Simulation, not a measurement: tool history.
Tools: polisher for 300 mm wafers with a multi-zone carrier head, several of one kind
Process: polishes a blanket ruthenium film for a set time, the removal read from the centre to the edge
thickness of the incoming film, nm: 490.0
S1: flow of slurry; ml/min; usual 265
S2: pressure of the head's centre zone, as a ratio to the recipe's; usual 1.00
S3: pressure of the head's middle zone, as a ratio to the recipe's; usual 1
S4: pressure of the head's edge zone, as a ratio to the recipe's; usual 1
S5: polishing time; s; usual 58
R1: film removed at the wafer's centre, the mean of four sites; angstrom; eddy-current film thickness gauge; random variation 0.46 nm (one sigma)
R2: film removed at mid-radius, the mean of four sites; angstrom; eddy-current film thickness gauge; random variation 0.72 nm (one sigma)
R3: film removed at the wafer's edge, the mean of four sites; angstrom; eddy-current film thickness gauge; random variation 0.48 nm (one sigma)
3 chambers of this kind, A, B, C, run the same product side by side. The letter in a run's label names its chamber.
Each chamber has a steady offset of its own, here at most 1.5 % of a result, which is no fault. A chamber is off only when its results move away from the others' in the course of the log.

| run | hour | S1 | S2 | S3 | S4 | S5 | R1 | R2 | R3 |
|---|---|---|---|---|---|---|---|---|---|
| 1B | 7.2 | 265 | 1.00 | 1 | 1 | 58 | 574.51 | 573.68 | 558.38 |
| 2A | 14.7 | 265 | 1.00 | 1 | 1 | 58 | 573.32 | 573.92 | 565.10 |
|  | 19.1 | chamber C: worn pad replaced by a new one |
| 3C | 21.4 | 265 | 1.00 | 1 | 1 | 58 | 567.38 | 565.25 | 566.67 |
| 4B | 25.2 | 265 | 1.00 | 1 | 1 | 58 | 575.94 | 570.69 | 565.60 |
|  | 29.7 | chamber A: worn pad replaced by a new one |
| 5A | 31.6 | 265 | 1.00 | 1 | 1 | 58 | 577.44 | 566.12 | 566.65 |
| 6C | 35.4 | 265 | 1.00 | 1 | 1 | 58 | 562.68 | 569.10 | 572.20 |
| 7C | 40.2 | 265 | 1.00 | 1 | 1 | 58 | 562.81 | 566.75 | 570.29 |
| 8B | 44.5 | 265 | 1.00 | 1 | 1 | 58 | 568.57 | 568.93 | 568.76 |
| 9A | 51.3 | 265 | 1.00 | 1 | 1 | 58 | 573.93 | 563.40 | 563.09 |
| 10B | 58.2 | 265 | 1.00 | 1 | 1 | 58 | 561.62 | 563.84 | 566.25 |
| 11A | 62.5 | 265 | 1.00 | 1 | 1 | 58 | 571.18 | 583.08 | 565.98 |
| 12C | 69.9 | 265 | 1.00 | 1 | 1 | 58 | 572.71 | 565.68 | 575.22 |
| 13C | 73.4 | 265 | 1.00 | 1 | 1 | 58 | 574.43 | 577.25 | 572.57 |
|  | 79.2 | chamber A: worn pad replaced by a new one |
| 14A | 81.3 | 265 | 1.00 | 1 | 1 | 58 | 575.09 | 583.06 | 567.18 |
|  | 83.6 | chamber C: worn pad replaced by a new one |
| 15B | 89.3 | 265 | 0.94 | 1 | 1 | 77 | 710.74 | 770.28 | 752.67 |
|  | 91.9 | chamber C: slurry nozzle cleaned |
| 16B | 94.0 | 265 | 0.94 | 1 | 1 | 77 | 703.63 | 750.76 | 752.85 |
| 17C | 100.7 | 265 | 0.94 | 1 | 1 | 77 | 708.30 | 745.94 | 757.23 |
| 18A | 104.8 | 265 | 1.00 | 1 | 1 | 58 | 578.64 | 570.02 | 568.77 |
| 19C | 112.2 | 265 | 1.00 | 1 | 1 | 58 | 563.90 | 572.00 | 571.81 |
| 20A | 117.8 | 265 | 1.00 | 1 | 1 | 58 | 578.90 | 563.17 | 565.16 |
| 21B | 123.7 | 265 | 1.00 | 1 | 1 | 58 | 569.87 | 582.08 | 560.95 |
| 22C | 129.1 | 265 | 1.00 | 1 | 1 | 58 | 567.04 | 555.90 | 573.94 |
| 23A | 133.3 | 265 | 1.00 | 1 | 1 | 58 | 569.97 | 563.56 | 564.86 |
| 24B | 140.1 | 265 | 1.00 | 1 | 1 | 58 | 568.89 | 576.57 | 560.67 |
|  | 143.5 | chamber A: worn pad replaced by a new one |
| 25C | 144.9 | 265 | 1.00 | 1 | 1 | 58 | 574.63 | 570.08 | 569.94 |
| 26A | 150.4 | 265 | 1.06 | 1 | 1 | 58 | 610.42 | 561.43 | 567.46 |
|  | 153.4 | chamber B: worn pad replaced by a new one |
| 27B | 158.3 | 265 | 1.06 | 1 | 1 | 58 | 610.61 | 557.83 | 569.02 |
| 28A | 164.0 | 265 | 1.06 | 1 | 1 | 58 | 612.67 | 554.51 | 561.64 |
| 29B | 170.0 | 265 | 1.00 | 1 | 1 | 58 | 574.25 | 566.48 | 563.06 |

What goes on in this fleet: one chamber off, a drifting gauge, or nothing beyond the chambers' own small offsets? Name the chamber and the cause, if any.

No chamber stands off beyond its own small offset, and the gauge holds steady.
